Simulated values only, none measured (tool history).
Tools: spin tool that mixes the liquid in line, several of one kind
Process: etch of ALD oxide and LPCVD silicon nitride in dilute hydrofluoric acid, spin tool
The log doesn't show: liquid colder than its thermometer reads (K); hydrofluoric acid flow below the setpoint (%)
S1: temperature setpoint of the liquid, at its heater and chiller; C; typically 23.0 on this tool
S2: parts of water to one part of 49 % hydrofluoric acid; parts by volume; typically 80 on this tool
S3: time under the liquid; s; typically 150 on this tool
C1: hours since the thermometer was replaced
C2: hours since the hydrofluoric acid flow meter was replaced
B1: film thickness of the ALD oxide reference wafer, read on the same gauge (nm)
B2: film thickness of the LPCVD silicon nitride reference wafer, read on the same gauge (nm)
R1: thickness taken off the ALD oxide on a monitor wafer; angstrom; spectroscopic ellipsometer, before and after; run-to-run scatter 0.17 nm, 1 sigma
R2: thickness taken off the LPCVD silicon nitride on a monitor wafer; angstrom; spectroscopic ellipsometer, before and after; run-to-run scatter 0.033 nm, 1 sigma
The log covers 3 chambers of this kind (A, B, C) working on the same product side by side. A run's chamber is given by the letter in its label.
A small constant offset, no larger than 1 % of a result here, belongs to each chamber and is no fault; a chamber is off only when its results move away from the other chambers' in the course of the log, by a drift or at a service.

run 1A hour=4.7 | S1=23.0 S2=80 S3=150 | C1=1150.3 C2=421.7 | B1=50.010 B2=49.995 | R1=251.060 R2=8.8495
run 2C hour=14.1 | S1=23.0 S2=80 S3=150 | C1=847.3 C2=321.5 | B1=49.995 B2=50.031 | R1=249.540 R2=8.5105
run 3B hour=23.5 | S1=23.0 S2=80 S3=150 | C1=1324.7 C2=168.0 | B1=49.981 B2=49.998 | R1=250.840 R2=8.7046
run 4C hour=32.5 | S1=23.0 S2=80 S3=150 | C1=865.7 C2=339.9 | B1=49.999 B2=49.998 | R1=253.500 R2=8.3991
run 5A hour=40.9 | S1=23.0 S2=80 S3=150 | C1=1186.5 C2=457.9 | B1=50.010 B2=50.021 | R1=255.380 R2=8.7301
run 6B hour=47.4 | S1=23.0 S2=80 S3=150 | C1=1348.6 C2=191.9 | B1=50.010 B2=50.031 | R1=253.800 R2=8.6458
run 7C hour=52.8 | S1=20.5 S2=80 S3=75 | C1=886.0 C2=360.2 | B1=49.985 B2=49.973 | R1=113.210 R2=3.6270
run 8B hour=59.1 | S1=20.5 S2=80 S3=75 | C1=1360.3 C2=203.6 | B1=50.003 B2=49.999 | R1=113.550 R2=3.6864
run 9A hour=66.8 | S1=20.5 S2=80 S3=75 | C1=1212.4 C2=483.8 | B1=49.997 B2=49.988 | R1=113.770 R2=3.7583
run 10B hour=71.5 | S1=23.0 S2=80 S3=150 | C1=1372.7 C2=216.0 | B1=49.987 B2=49.991 | R1=251.940 R2=8.4492
run 11C hour=78.7 | S1=23.0 S2=80 S3=150 | C1=911.9 C2=386.1 | B1=50.023 B2=49.987 | R1=250.710 R2=8.3378
run 12A hour=83.5 | S1=23.0 S2=80 S3=150 | C1=1229.1 C2=500.5 | B1=49.991 B2=50.023 | R1=251.570 R2=8.8057
run 13B hour=94.0 | S1=23.0 S2=80 S3=150 | C1=1395.2 C2=238.5 | B1=49.999 B2=49.988 | R1=251.840 R2=8.7178
run 14C hour=104.2 | S1=23.0 S2=80 S3=150 | C1=937.4 C2=411.6 | B1=50.010 B2=49.993 | R1=250.060 R2=8.7263
run 15A hour=111.9 | S1=23.0 S2=80 S3=150 | C1=1257.5 C2=528.9 | B1=49.983 B2=50.020 | R1=249.300 R2=8.7124
run 16C hour=118.5 | S1=26.5 S2=80 S3=150 | C1=951.7 C2=425.9 | B1=50.001 B2=49.993 | R1=286.390 R2=10.7830
run 17B hour=123.3 | S1=26.5 S2=80 S3=150 | C1=1424.5 C2=267.8 | B1=50.007 B2=50.001 | R1=287.600 R2=11.4850
run 18A hour=130.5 | S1=26.5 S2=80 S3=150 | C1=1276.1 C2=547.5 | B1=49.996 B2=49.998 | R1=282.920 R2=10.4340
run 19C hour=135.6 | S1=23.0 S2=80 S3=150 | C1=968.8 C2=443.0 | B1=50.038 B2=49.967 | R1=250.230 R2=9.0743
run 20A hour=144.3 | S1=23.0 S2=105 S3=75 | C1=1289.9 C2=561.3 | B1=50.012 B2=50.006 | R1=90.653 R2=3.2116
run 21B hour=150.8 | S1=23.0 S2=105 S3=75 | C1=1452.0 C2=295.3 | B1=50.007 B2=50.010 | R1=93.041 R2=3.5015
run 22C hour=157.5 | S1=23.0 S2=105 S3=75 | C1=990.7 C2=464.9 | B1=49.989 B2=49.984 | R1=92.586 R2=3.1700
run 23B hour=167.4 | S1=23.0 S2=80 S3=150 | C1=1468.6 C2=311.9 | B1=50.010 B2=50.033 | R1=253.220 R2=8.8224
run 24A hour=173.6 | S1=23.0 S2=80 S3=150 | C1=1319.2 C2=590.6 | B1=49.989 B2=50.024 | R1=241.620 R2=8.1384
run 25B hour=182.3 | S1=23.0 S2=80 S3=150 | C1=1483.5 C2=326.8 | B1=50.024 B2=50.005 | R1=252.660 R2=8.9736
run 26C hour=187.1 | S1=23.0 S2=80 S3=150 | C1=1020.3 C2=494.5 | B1=49.983 B2=49.995 | R1=250.590 R2=8.2414
run 27A hour=193.6 | S1=23.0 S2=80 S3=150 | C1=1339.2 C2=610.6 | B1=49.997 B2=49.963 | R1=243.040 R2=8.0315
run 28C hour=201.4 | S1=23.0 S2=80 S3=150 | C1=1034.6 C2=508.8 | B1=49.989 B2=49.993 | R1=249.730 R2=8.6913
run 29A hour=211.1 | S1=23.0 S2=80 S3=150 | C1=1356.7 C2=628.1 | B1=50.026 B2=50.009 | R1=238.630 R2=8.6865
run 30B hour=216.8 | S1=23.0 S2=80 S3=150 | C1=1518.0 C2=361.3 | B1=49.995 B2=50.011 | R1=249.700 R2=8.8566
run 31B hour=225.5 | S1=23.0 S2=80 S3=150 | C1=1526.7 C2=370.0 | B1=50.004 B2=49.988 | R1=251.140 R2=8.7829
-- hour=230.6 chamber B: hydrofluoric acid flow meter replaced
run 32A hour=231.5 | S1=27.0 S2=80 S3=150 | C1=1377.1 C2=648.5 | B1=50.006 B2=49.985 | R1=283.040 R2=9.9073
run 33C hour=238.4 | S1=27.0 S2=80 S3=150 | C1=1071.6 C2=545.8 | B1=50.003 B2=50.006 | R1=295.480 R2=11.3330
run 34A hour=246.3 | S1=27.0 S2=80 S3=150 | C1=1391.9 C2=663.3 | B1=50.026 B2=49.987 | R1=276.130 R2=10.8090
run 35B hour=256.2 | S1=23.0 S2=80 S3=150 | C1=1557.4 C2=25.7 | B1=50.000 B2=50.018 | R1=255.900 R2=8.3708
run 36C hour=261.6 | S1=23.0 S2=80 S3=150 | C1=1094.8 C2=569.0 | B1=50.014 B2=49.997 | R1=250.620 R2=8.3242
run 37B hour=267.4 | S1=23.0 S2=80 S3=150 | C1=1568.6 C2=36.9 | B1=49.997 B2=50.038 | R1=253.200 R2=8.5661
run 38A hour=277.4 | S1=23.0 S2=80 S3=150 | C1=1423.0 C2=694.4 | B1=50.009 B2=49.989 | R1=234.200 R2=8.0434
run 39C hour=286.8 | S1=23.0 S2=80 S3=150 | C1=1120.0 C2=594.2 | B1=49.997 B2=49.975 | R1=251.750 R2=8.2832
run 40B hour=296.8 | S1=23.0 S2=80 S3=150 | C1=1598.0 C2=66.3 | B1=50.007 B2=49.971 | R1=251.730 R2=8.6042
run 41A hour=303.1 | S1=23.0 S2=80 S3=150 | C1=1448.7 C2=720.1 | B1=49.962 B2=49.995 | R1=231.330 R2=7.5286
run 42C hour=309.7 | S1=23.0 S2=80 S3=150 | C1=1142.9 C2=617.1 | B1=50.002 B2=49.982 | R1=254.910 R2=8.8267
run 43C hour=318.1 | S1=23.0 S2=80 S3=150 | C1=1151.3 C2=625.5 | B1=49.981 B2=50.010 | R1=252.640 R2=7.9760

The same settings go to every chamber for the next run, one line per chamber below. Forecast the results for each:
run 44A hour=325.8 | S1=23.0 S2=80 S3=65 | R1=? R2=?
run 44B hour=325.8 | S1=23.0 S2=80 S3=65 | R1=? R2=?
run 44C hour=325.8 | S1=23.0 S2=80 S3=65 | R1=? R2=?

run=44A R1=98.713 R2=3.5261
run=44B R1=110.110 R2=3.7957
run=44C R1=108.340 R2=4.0220
